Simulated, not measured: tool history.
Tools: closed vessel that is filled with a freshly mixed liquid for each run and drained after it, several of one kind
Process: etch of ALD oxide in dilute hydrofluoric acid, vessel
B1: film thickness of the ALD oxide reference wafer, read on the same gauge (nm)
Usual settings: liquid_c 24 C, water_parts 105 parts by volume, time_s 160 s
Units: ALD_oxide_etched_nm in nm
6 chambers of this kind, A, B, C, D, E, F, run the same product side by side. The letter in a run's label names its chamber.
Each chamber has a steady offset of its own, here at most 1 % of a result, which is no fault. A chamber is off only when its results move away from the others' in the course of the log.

run 1B hour=4.8 | liquid_c=24 water_parts=105 time_s=160 | B1=149.96 | ALD_oxide_etched_nm=34.866
-- hour=6.7 chamber A: thermometer replaced
run 2E hour=9.6 | liquid_c=24 water_parts=105 time_s=160 | B1=149.99 | ALD_oxide_etched_nm=34.015
run 3C hour=14.3 | liquid_c=24 water_parts=105 time_s=160 | B1=149.98 | ALD_oxide_etched_nm=34.392
-- hour=21.2 chamber A: hydrofluoric acid flow meter replaced
run 4F hour=23.7 | liquid_c=24 water_parts=105 time_s=160 | B1=149.94 | ALD_oxide_etched_nm=34.331
run 5D hour=29.5 | liquid_c=24 water_parts=145 time_s=245 | B1=150.01 | ALD_oxide_etched_nm=35.598
run 6A hour=36.8 | liquid_c=24 water_parts=145 time_s=245 | B1=150.05 | ALD_oxide_etched_nm=35.668
run 7E hour=44.4 | liquid_c=24 water_parts=145 time_s=245 | B1=149.95 | ALD_oxide_etched_nm=36.817
run 8C hour=50.7 | liquid_c=24 water_parts=145 time_s=245 | B1=150.00 | ALD_oxide_etched_nm=36.105
run 9F hour=57.4 | liquid_c=24 water_parts=145 time_s=245 | B1=149.94 | ALD_oxide_etched_nm=36.118
run 10B hour=64.9 | liquid_c=24 water_parts=145 time_s=245 | B1=150.04 | ALD_oxide_etched_nm=36.251
run 11A hour=73.9 | liquid_c=24 water_parts=105 time_s=160 | B1=150.02 | ALD_oxide_etched_nm=34.743
run 12D hour=81.3 | liquid_c=24 water_parts=105 time_s=160 | B1=150.01 | ALD_oxide_etched_nm=33.812
run 13F hour=89.2 | liquid_c=24 water_parts=105 time_s=160 | B1=150.03 | ALD_oxide_etched_nm=33.833
run 14C hour=98.9 | liquid_c=24 water_parts=105 time_s=160 | B1=150.00 | ALD_oxide_etched_nm=34.642
run 15B hour=104.6 | liquid_c=24 water_parts=105 time_s=160 | B1=150.02 | ALD_oxide_etched_nm=34.284
run 16A hour=109.7 | liquid_c=24 water_parts=105 time_s=160 | B1=149.97 | ALD_oxide_etched_nm=34.070
run 17D hour=115.6 | liquid_c=28 water_parts=105 time_s=160 | B1=149.99 | ALD_oxide_etched_nm=39.232
run 18E hour=120.4 | liquid_c=28 water_parts=105 time_s=160 | B1=150.01 | ALD_oxide_etched_nm=39.447
run 19E hour=125.9 | liquid_c=28 water_parts=105 time_s=160 | B1=149.96 | ALD_oxide_etched_nm=40.351
run 20B hour=134.4 | liquid_c=28 water_parts=105 time_s=160 | B1=150.00 | ALD_oxide_etched_nm=40.201
run 21A hour=144.2 | liquid_c=28 water_parts=105 time_s=160 | B1=149.98 | ALD_oxide_etched_nm=39.833
run 22F hour=148.8 | liquid_c=28 water_parts=105 time_s=160 | B1=150.01 | ALD_oxide_etched_nm=40.265
run 23D hour=158.4 | liquid_c=24 water_parts=105 time_s=195 | B1=149.99 | ALD_oxide_etched_nm=41.944
run 24C hour=164.3 | liquid_c=24 water_parts=105 time_s=195 | B1=150.01 | ALD_oxide_etched_nm=41.987
run 25C hour=169.8 | liquid_c=24 water_parts=105 time_s=195 | B1=150.02 | ALD_oxide_etched_nm=41.737
run 26B hour=174.8 | liquid_c=24 water_parts=105 time_s=195 | B1=149.95 | ALD_oxide_etched_nm=41.773
run 27A hour=179.8 | liquid_c=24 water_parts=105 time_s=195 | B1=150.02 | ALD_oxide_etched_nm=41.787
run 28F hour=184.9 | liquid_c=24 water_parts=105 time_s=195 | B1=149.98 | ALD_oxide_etched_nm=42.483
run 29D hour=193.4 | liquid_c=24 water_parts=135 time_s=160 | B1=149.95 | ALD_oxide_etched_nm=25.587
run 30E hour=200.7 | liquid_c=24 water_parts=135 time_s=160 | B1=149.97 | ALD_oxide_etched_nm=25.552
run 31A hour=207.3 | liquid_c=24 water_parts=135 time_s=160 | B1=149.97 | ALD_oxide_etched_nm=26.073
run 32F hour=213.7 | liquid_c=24 water_parts=135 time_s=160 | B1=149.97 | ALD_oxide_etched_nm=25.722
run 33C hour=219.9 | liquid_c=24 water_parts=135 time_s=160 | B1=149.99 | ALD_oxide_etched_nm=25.690
run 34D hour=227.4 | liquid_c=24 water_parts=135 time_s=160 | B1=149.95 | ALD_oxide_etched_nm=25.902
run 35E hour=233.0 | liquid_c=24 water_parts=105 time_s=160 | B1=150.03 | ALD_oxide_etched_nm=34.205
run 36B hour=242.6 | liquid_c=24 water_parts=105 time_s=160 | B1=150.02 | ALD_oxide_etched_nm=35.086
run 37F hour=250.5 | liquid_c=24 water_parts=105 time_s=160 | B1=149.95 | ALD_oxide_etched_nm=34.172
run 38E hour=259.6 | liquid_c=24 water_parts=105 time_s=160 | B1=149.98 | ALD_oxide_etched_nm=34.101
run 39D hour=265.1 | liquid_c=24 water_parts=105 time_s=160 | B1=149.97 | ALD_oxide_etched_nm=34.568

Is one chamber off against the others, does the gauge drift, or is nothing wrong? If a chamber is off, say which, and what the likeliest cause is.

No chamber stands off beyond its own small offset, and the gauge holds steady.

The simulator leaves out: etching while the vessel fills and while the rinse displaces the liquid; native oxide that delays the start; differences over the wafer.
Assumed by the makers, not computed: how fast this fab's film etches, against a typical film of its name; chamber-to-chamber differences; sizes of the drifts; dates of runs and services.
